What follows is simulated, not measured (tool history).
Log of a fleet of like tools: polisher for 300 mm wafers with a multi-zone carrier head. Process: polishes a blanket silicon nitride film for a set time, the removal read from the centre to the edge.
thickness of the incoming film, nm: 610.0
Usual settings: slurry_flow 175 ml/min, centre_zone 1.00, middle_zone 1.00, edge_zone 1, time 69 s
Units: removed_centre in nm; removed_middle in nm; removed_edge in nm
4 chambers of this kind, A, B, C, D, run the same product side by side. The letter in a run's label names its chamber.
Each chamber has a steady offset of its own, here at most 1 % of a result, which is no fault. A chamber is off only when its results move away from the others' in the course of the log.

{"hour": 0.8, "done": "chamber D: worn pad replaced by a new one"}
{"hour": 2.0, "done": "chamber B: worn pad replaced by a new one"}
{"run": "1A", "hour": 9.8, "slurry_flow": 175, "centre_zone": 1.0, "middle_zone": 1.0, "edge_zone": 1, "time": 69, "removed_centre": 146.06, "removed_middle": 144.01, "removed_edge": 141.67}
{"run": "2C", "hour": 20.6, "slurry_flow": 175, "centre_zone": 1.0, "middle_zone": 1.0, "edge_zone": 1, "time": 69, "removed_centre": 142.9, "removed_middle": 146.38, "removed_edge": 146.2}
{"hour": 22.8, "done": "chamber D: slurry nozzle cleaned"}
{"hour": 29.6, "done": "chamber A: worn pad replaced by a new one"}
{"run": "3B", "hour": 34.3, "slurry_flow": 175, "centre_zone": 1.0, "middle_zone": 1.0, "edge_zone": 1, "time": 69, "removed_centre": 143.91, "removed_middle": 143.64, "removed_edge": 144.63}
{"run": "4D", "hour": 41.6, "slurry_flow": 175, "centre_zone": 1.0, "middle_zone": 1.0, "edge_zone": 1, "time": 69, "removed_centre": 139.77, "removed_middle": 141.92, "removed_edge": 142.77}
{"run": "5B", "hour": 50.0, "slurry_flow": 175, "centre_zone": 1.0, "middle_zone": 1.0, "edge_zone": 1, "time": 69, "removed_centre": 143.9, "removed_middle": 144.13, "removed_edge": 145.94}
{"run": "6A", "hour": 57.5, "slurry_flow": 175, "centre_zone": 1.0, "middle_zone": 1.0, "edge_zone": 1, "time": 69, "removed_centre": 146.56, "removed_middle": 145.46, "removed_edge": 143.36}
{"hour": 58.9, "done": "chamber B: slurry nozzle cleaned"}
{"run": "7D", "hour": 67.8, "slurry_flow": 175, "centre_zone": 1.0, "middle_zone": 1.0, "edge_zone": 1, "time": 69, "removed_centre": 141.43, "removed_middle": 144.38, "removed_edge": 141.07}
{"run": "8C", "hour": 78.4, "slurry_flow": 175, "centre_zone": 1.0, "middle_zone": 1.0, "edge_zone": 1, "time": 69, "removed_centre": 143.67, "removed_middle": 145.65, "removed_edge": 144.17}
{"run": "9C", "hour": 85.1, "slurry_flow": 175, "centre_zone": 1.0, "middle_zone": 1.05, "edge_zone": 1, "time": 69, "removed_centre": 144.01, "removed_middle": 152.58, "removed_edge": 145.2}
{"hour": 93.2, "done": "chamber C: worn pad replaced by a new one"}
{"run": "10D", "hour": 96.1, "slurry_flow": 175, "centre_zone": 1.0, "middle_zone": 1.05, "edge_zone": 1, "time": 69, "removed_centre": 140.51, "removed_middle": 149.17, "removed_edge": 140.66}
{"hour": 96.7, "done": "chamber A: centre zone pressure recalibrated"}
{"hour": 105.2, "done": "chamber B: worn pad replaced by a new one"}
{"run": "11B", "hour": 106.3, "slurry_flow": 175, "centre_zone": 1.0, "middle_zone": 1.05, "edge_zone": 1, "time": 69, "removed_centre": 144.85, "removed_middle": 152.85, "removed_edge": 142.68}
{"run": "12A", "hour": 115.0, "slurry_flow": 175, "centre_zone": 1.0, "middle_zone": 1.05, "edge_zone": 1, "time": 69, "removed_centre": 143.72, "removed_middle": 150.37, "removed_edge": 144.62}
{"run": "13D", "hour": 128.4, "slurry_flow": 175, "centre_zone": 1.0, "middle_zone": 1.0, "edge_zone": 1, "time": 69, "removed_centre": 145.56, "removed_middle": 143.01, "removed_edge": 139.79}
{"run": "14A", "hour": 137.8, "slurry_flow": 175, "centre_zone": 1.0, "middle_zone": 1.0, "edge_zone": 1, "time": 69, "removed_centre": 145.85, "removed_middle": 145.36, "removed_edge": 141.55}
{"hour": 144.0, "done": "chamber D: worn pad replaced by a new one"}
{"run": "15C", "hour": 152.1, "slurry_flow": 175, "centre_zone": 1.05, "middle_zone": 1.0, "edge_zone": 1, "time": 79, "removed_centre": 179.8, "removed_middle": 165.99, "removed_edge": 167.7}
{"run": "16B", "hour": 159.1, "slurry_flow": 175, "centre_zone": 1.05, "middle_zone": 1.0, "edge_zone": 1, "time": 79, "removed_centre": 176.06, "removed_middle": 165.72, "removed_edge": 168.07}
{"run": "17A", "hour": 165.8, "slurry_flow": 175, "centre_zone": 1.05, "middle_zone": 1.0, "edge_zone": 1, "time": 79, "removed_centre": 176.1, "removed_middle": 164.75, "removed_edge": 164.65}
{"hour": 175.0, "done": "chamber D: centre zone pressure recalibrated"}
{"run": "18C", "hour": 178.3, "slurry_flow": 175, "centre_zone": 1.05, "middle_zone": 1.0, "edge_zone": 1, "time": 79, "removed_centre": 186.78, "removed_middle": 167.41, "removed_edge": 164.97}
{"hour": 189.8, "done": "chamber A: worn pad replaced by a new one"}
{"run": "19D", "hour": 190.7, "slurry_flow": 175, "centre_zone": 1.0, "middle_zone": 1.0, "edge_zone": 1, "time": 69, "removed_centre": 142.67, "removed_middle": 141.16, "removed_edge": 142.79}
{"run": "20B", "hour": 198.7, "slurry_flow": 175, "centre_zone": 1.0, "middle_zone": 1.0, "edge_zone": 1, "time": 69, "removed_centre": 144.58, "removed_middle": 143.91, "removed_edge": 143.32}
{"run": "21C", "hour": 205.2, "slurry_flow": 175, "centre_zone": 1.0, "middle_zone": 1.0, "edge_zone": 1, "time": 69, "removed_centre": 157.97, "removed_middle": 146.34, "removed_edge": 144.97}
{"run": "22B", "hour": 218.4, "slurry_flow": 175, "centre_zone": 1.0, "middle_zone": 1.0, "edge_zone": 1, "time": 69, "removed_centre": 145.45, "removed_middle": 144.69, "removed_edge": 144.15}
{"run": "23A", "hour": 230.8, "slurry_flow": 175, "centre_zone": 1.0, "middle_zone": 1.0, "edge_zone": 1, "time": 69, "removed_centre": 146.23, "removed_middle": 144.06, "removed_edge": 140.79}
{"run": "24D", "hour": 240.0, "slurry_flow": 175, "centre_zone": 1.0, "middle_zone": 1.0, "edge_zone": 1, "time": 69, "removed_centre": 143.59, "removed_middle": 143.0, "removed_edge": 141.05}

What goes on in this fleet: one chamber off, a drifting gauge, or nothing beyond the chambers' own small offsets? Name the chamber and the cause, if any.

Chamber C drifts away from the others.
Cause: centre zone's pressure above its setpoint, % = 12.7.

Here are 4 candidates for chamber C's next run, each the usual settings with a change, their results left as question marks. Which one brings its results back in line with what the others give on the usual settings?
In line means no further than this from the other chambers' mean on the usual settings: removed_centre 5.80 nm; removed_middle 4.10 nm; removed_edge 5.00 nm
{"run": "25C-1", "hour": 250.5, "slurry_flow": 200, "centre_zone": 1.17, "middle_zone": 0.94, "edge_zone": 0.89, "time": 74, "removed_centre": "?", "removed_middle": "?", "removed_edge": "?"}
{"run": "25C-2", "hour": 250.5, "slurry_flow": 170, "centre_zone": 0.91, "middle_zone": 1.02, "edge_zone": 1.03, "time": 67, "removed_centre": "?", "removed_middle": "?", "removed_edge": "?"}
{"run": "25C-3", "hour": 250.5, "slurry_flow": 160, "centre_zone": 0.83, "middle_zone": 1.04, "edge_zone": 1.07, "time": 66, "removed_centre": "?", "removed_middle": "?", "removed_edge": "?"}
{"run": "25C-4", "hour": 250.5, "slurry_flow": 180, "centre_zone": 1.09, "middle_zone": 0.98, "edge_zone": 0.97, "time": 71, "removed_centre": "?", "removed_middle": "?", "removed_edge": "?"}

The other chambers' mean on the usual settings: removed_centre 144.16 nm; removed_middle 143.91 nm; removed_edge 143.19 nm
run=25C-1 removed_centre=213.15 removed_middle=151.08 removed_edge=147.58
run=25C-2 removed_centre=142.52 removed_middle=143.94 removed_edge=141.43
run=25C-3 removed_centre=125.24 removed_middle=142.92 removed_edge=141.13
run=25C-4 removed_centre=186.08 removed_middle=148.27 removed_edge=146.23
25C-2 brings the chamber back in line.
